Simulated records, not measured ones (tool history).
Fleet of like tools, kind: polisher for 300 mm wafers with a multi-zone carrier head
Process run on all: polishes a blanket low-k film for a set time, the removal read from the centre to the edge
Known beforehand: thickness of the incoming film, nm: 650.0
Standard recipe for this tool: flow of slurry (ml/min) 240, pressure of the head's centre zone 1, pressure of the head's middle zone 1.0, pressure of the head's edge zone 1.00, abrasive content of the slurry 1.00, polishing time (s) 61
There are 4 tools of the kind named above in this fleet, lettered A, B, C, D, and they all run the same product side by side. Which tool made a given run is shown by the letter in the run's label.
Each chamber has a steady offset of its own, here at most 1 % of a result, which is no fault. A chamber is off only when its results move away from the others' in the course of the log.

run	hour	flow of slurry (ml/min)	pressure of the head's centre zone	pressure of the head's middle zone	pressure of the head's edge zone	abrasive content of the slurry	polishing time (s)	film removed at the wafer's centre (angstrom)	film removed at mid-radius (angstrom)	film removed at the wafer's edge (angstrom)
1A	5.6	240	1	1.0	1.00	1.00	61	400.12	407.88	400.70
# hour 16.0: chamber B: worn pad replaced by a new one
2B	16.0	240	1	1.0	1.00	1.00	61	399.82	399.12	400.52
3D	20.9	240	1	1.0	1.00	1.00	61	396.01	405.45	395.88
# hour 25.3: chamber D: worn pad replaced by a new one
4C	29.9	240	1	1.0	1.00	1.00	61	403.94	402.69	402.04
5C	38.2	240	1	1.0	1.00	1.00	47	305.31	310.68	309.78
# hour 39.9: chamber C: worn pad replaced by a new one
6B	43.0	240	1	1.0	1.00	1.00	47	308.34	304.26	302.41
7A	52.9	240	1	1.0	1.00	1.00	47	309.83	316.96	307.41
8D	59.0	240	1	1.0	1.00	1.00	47	314.77	314.70	307.49
9D	64.9	240	1	1.0	1.00	1.00	76	487.48	492.45	492.32
# hour 67.8: chamber C: slurry nozzle cleaned
10C	74.8	240	1	1.0	1.00	1.00	76	498.55	504.11	505.21
11B	82.1	240	1	1.0	1.00	1.00	76	509.30	486.68	499.83
12A	88.0	240	1	1.0	1.00	1.00	76	508.45	506.07	506.30
13B	97.7	240	1	1.0	1.00	1.00	61	398.87	399.20	395.40
14D	106.2	240	1	1.0	1.00	1.00	61	399.12	407.37	398.65
15C	111.7	240	1	1.0	1.00	1.00	61	397.58	409.13	412.57
16A	120.5	160	1	1.0	1.00	1.00	61	371.32	376.89	366.13
17B	130.5	160	1	1.0	1.00	1.00	61	377.39	374.19	376.02
# hour 132.1: chamber B: worn pad replaced by a new one
18C	135.3	160	1	1.0	1.00	1.00	61	370.34	384.37	384.12
# hour 138.4: chamber A: slurry nozzle cleaned
# hour 139.1: chamber C: worn pad replaced by a new one
19A	144.9	160	1	1.0	1.00	1.00	61	364.64	364.47	369.34
20D	152.9	240	1	1.0	1.00	1.00	61	391.89	395.69	392.81
# hour 154.0: chamber D: worn pad replaced by a new one
21B	158.8	240	1	1.0	1.00	1.00	61	397.23	405.20	400.66
22C	165.8	240	1	1.0	1.00	1.00	61	410.02	408.81	409.56
23D	170.6	240	1	1.0	1.00	1.00	61	398.82	399.22	405.66
24A	180.2	240	1	1.0	1.00	1.00	61	383.22	377.12	377.73
25D	190.8	240	1	1.0	0.91	1.00	61	403.10	393.72	372.29
26B	197.7	240	1	1.0	0.91	1.00	61	394.13	402.11	381.38
27A	208.9	240	1	1.0	0.91	1.00	61	369.57	375.58	351.36
28C	218.5	240	1	1.0	0.91	1.00	61	400.45	408.48	379.48
29D	228.6	240	1	1.0	1.00	1.00	61	391.91	409.76	398.08
# hour 230.3: chamber C: worn pad replaced by a new one
30A	238.2	240	1	1.0	1.00	1.00	61	368.64	377.99	359.00
31B	248.7	240	1	1.0	1.00	1.00	61	404.36	401.59	398.05
# hour 254.1: chamber B: worn pad replaced by a new one
32C	259.5	240	1	1.0	1.00	1.00	61	405.40	406.01	402.39
# hour 265.1: chamber D: centre zone pressure recalibrated
33C	265.6	240	1	1.1	1.00	1.25	61	448.57	480.34	439.25
# hour 267.6: chamber D: worn pad replaced by a new one
34B	274.3	240	1	1.1	1.00	1.25	61	436.30	474.81	432.35
# hour 279.2: chamber B: slurry nozzle cleaned
35A	280.2	240	1	1.1	1.00	1.25	61	385.67	428.22	383.74
# hour 282.4: chamber A: centre zone pressure recalibrated
36D	289.8	240	1	1.1	1.00	1.25	61	431.50	476.89	435.12
37A	295.9	240	1	1.0	1.00	1.00	61	350.51	353.85	350.31
38D	306.1	240	1	1.0	1.00	1.00	61	391.50	391.84	401.01
39B	313.9	240	1	1.0	1.00	1.00	61	395.87	404.95	393.52

All chambers now run identical settings, listed one chamber a line with results as question marks. What results will each chamber show?
40A	321.9	240	1	1.0	1.00	1.25	61	?	?	?
40B	321.9	240	1	1.0	1.00	1.25	61	?	?	?
40C	321.9	240	1	1.0	1.00	1.25	61	?	?	?
40D	321.9	240	1	1.0	1.00	1.25	61	?	?	?

run	film removed at the wafer's centre (angstrom)	film removed at mid-radius (angstrom)	film removed at the wafer's edge (angstrom)
40A	370.93	376.83	373.35
40B	436.90	441.80	436.41
40C	437.71	450.56	437.71
40D	425.73	437.87	432.50
